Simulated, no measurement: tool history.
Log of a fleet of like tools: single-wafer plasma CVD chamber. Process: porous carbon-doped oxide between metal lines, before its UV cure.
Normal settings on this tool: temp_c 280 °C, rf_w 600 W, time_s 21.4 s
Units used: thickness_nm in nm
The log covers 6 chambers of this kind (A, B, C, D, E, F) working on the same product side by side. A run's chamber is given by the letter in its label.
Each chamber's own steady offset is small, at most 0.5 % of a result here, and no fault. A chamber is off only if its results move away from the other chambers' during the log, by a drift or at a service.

run	hour	temp_c	rf_w	time_s	read-back reference wafer on the same gauge, thickness_nm	thickness_nm
1A	7.8	280	600	21.4	128.98	148.77
2B	14.9	280	600	21.4	129.07	147.82
3C	24.0	280	600	21.4	129.04	148.50
4F	33.0	280	600	21.4	128.99	147.72
5D	39.0	280	600	21.4	128.85	149.90
6E	48.4	269	505	21.4	128.85	143.33
7B	57.4	269	505	21.4	128.84	142.19
8C	67.5	269	505	21.4	129.02	142.15
9A	72.2	269	505	21.4	129.05	143.56
# hour 78.7: chamber C: RF generator calibrated
10E	79.3	269	505	21.4	128.99	142.61
11F	89.2	269	505	21.4	128.91	142.31
12D	94.3	280	600	21.4	129.03	149.73
13F	98.8	280	600	21.4	128.94	147.98
14A	106.8	280	600	21.4	128.97	148.78
15E	116.4	280	600	21.4	128.94	147.48
16D	124.4	280	600	19.4	129.00	136.74
17B	130.0	280	600	19.4	128.90	135.14
18C	136.0	280	600	19.4	128.97	135.66
19B	144.5	280	600	19.4	129.00	134.47
# hour 149.2: chamber A: thermocouple changed; heater temperature recalibrated
20E	151.4	280	600	19.4	129.03	135.02
21C	156.8	280	600	19.4	129.02	134.71
22A	161.9	280	600	21.4	129.05	149.53
23D	168.6	280	600	21.4	128.92	150.39
# hour 168.7: chamber E: RF generator calibrated
24F	173.0	280	600	21.4	128.98	148.86
25B	182.9	280	600	21.4	129.00	148.17
26C	190.6	280	600	21.4	129.09	148.43
27E	197.7	280	600	21.4	129.00	148.24
28F	203.7	280	685	21.4	128.83	162.83
29A	208.6	280	685	21.4	129.07	162.11
30D	216.6	280	685	21.4	129.08	164.00
31D	223.8	280	685	21.4	129.06	162.53
32F	232.8	280	685	21.4	128.98	162.70
33E	242.6	280	685	21.4	128.97	161.23
34C	248.0	280	600	21.4	128.98	148.51
35A	252.8	280	600	21.4	128.97	149.70
36B	258.7	280	600	21.4	129.05	147.49
37C	263.9	280	600	21.4	129.00	148.81
# hour 265.4: chamber D: RF generator calibrated
38B	271.7	280	600	21.4	128.89	148.19
39E	281.5	280	600	21.4	129.09	148.80
40F	287.8	280	600	21.4	129.08	149.01
41A	297.5	280	600	21.4	128.96	148.96
42D	304.1	280	600	21.4	128.95	149.81

Predict what each chamber gives when all 6 of them run the settings below next.
43A	311.4	280	600	23.8		?
43B	311.4	280	600	23.8		?
43C	311.4	280	600	23.8		?
43D	311.4	280	600	23.8		?
43E	311.4	280	600	23.8		?
43F	311.4	280	600	23.8		?

run	thickness_nm
43A	164.59
43B	163.32
43C	164.88
43D	166.41
43E	164.13
43F	164.45
